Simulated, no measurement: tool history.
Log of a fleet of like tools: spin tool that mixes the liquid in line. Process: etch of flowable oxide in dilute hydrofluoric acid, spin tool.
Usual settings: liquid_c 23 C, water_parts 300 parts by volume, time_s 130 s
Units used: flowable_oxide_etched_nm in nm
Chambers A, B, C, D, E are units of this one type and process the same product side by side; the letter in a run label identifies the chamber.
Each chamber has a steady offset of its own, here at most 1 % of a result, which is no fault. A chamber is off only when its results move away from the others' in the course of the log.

run     day  liquid_c  water_parts  time_s  read-back film thickness of the flowable oxide reference wafer, read on the same gauge (nm)  flowable_oxide_etched_nm
 1B   0.433        23          300     130                                                                                          150                    14.105
 2C   0.896        23          300     130                                                                                          150                    14.114
 3A   1.454        23          300     130                                                                                          150                    14.133
      1.883  -- chamber E: hydrofluoric acid flow meter replaced
 4E   1.975        23          300     130                                                                                       150.01                    14.083
 5D   2.225        23          300     130                                                                                       149.93                     14.23
 6A   2.712        27          300     130                                                                                       149.95                    15.985
 7D   3.083        27          300     130                                                                                       149.99                    16.203
 8C   3.375        27          300     130                                                                                       150.03                    16.186
 9E   3.792        27          300     130                                                                                       149.98                    16.166
10B    4.15        27          300     130                                                                                       150.01                    16.114
11E   4.529        23          300     130                                                                                       149.99                    14.167
12B   4.854        23          300     130                                                                                       149.98                    14.007
13A   5.196        23          300     130                                                                                       149.97                    14.108
      5.525  -- chamber B: hydrofluoric acid flow meter replaced
14D   5.646        23          300     130                                                                                       149.99                    14.265
15C   5.942        23          300     165                                                                                       149.98                    17.898
16E   6.358        23          300     165                                                                                       150.02                    18.055
17A   6.654        23          300     165                                                                                       149.95                    17.816
18C   7.142        23          300     165                                                                                       150.02                    17.892
19B   7.492        23          300     165                                                                                       150.02                    17.812
20D   8.025        23          300     130                                                                                       150.03                    14.107
21E   8.542        23          180      90                                                                                       149.98                    18.373
22A   8.867        23          180      90                                                                                       150.02                    18.513
23B   9.325        23          180      90                                                                                       149.98                    18.184
24C   9.854        23          180      90                                                                                       150.03                    18.165
25D  10.417        23          180      90                                                                                       150.01                    18.289
26C    10.7        23          300     185                                                                                       150.01                    20.041
27D  11.117        23          300     185                                                                                       149.96                    19.996
28E  11.396        23          300     185                                                                                       150.04                    20.145
29B  11.717        23          300     185                                                                                          150                    19.739
30A  12.154        23          300     185                                                                                       150.02                    20.086
31D  12.488        23          300     130                                                                                       149.99                    14.222
32C    12.8        23          300     130                                                                                       150.01                    14.011
33B  13.262        23          300     130                                                                                       149.96                    13.915
34E  13.762        23          300     130                                                                                          150                    14.162
35A   14.25        23          300     130                                                                                       149.94                     13.94
36B  14.704        21          300     130                                                                                          150                     13.01
37D  15.054        21          300     130                                                                                          150                    13.301
38C  15.383        21          300     130                                                                                       149.97                    13.153

Decide between three cases: one chamber stands off from its peers, the gauge reading all wafers drifts, or nothing is wrong past each chamber's small offset. Where a chamber is off, say which and what most likely put it there.

All chambers stay in line apart from their small fixed offsets, and the gauge does not drift.

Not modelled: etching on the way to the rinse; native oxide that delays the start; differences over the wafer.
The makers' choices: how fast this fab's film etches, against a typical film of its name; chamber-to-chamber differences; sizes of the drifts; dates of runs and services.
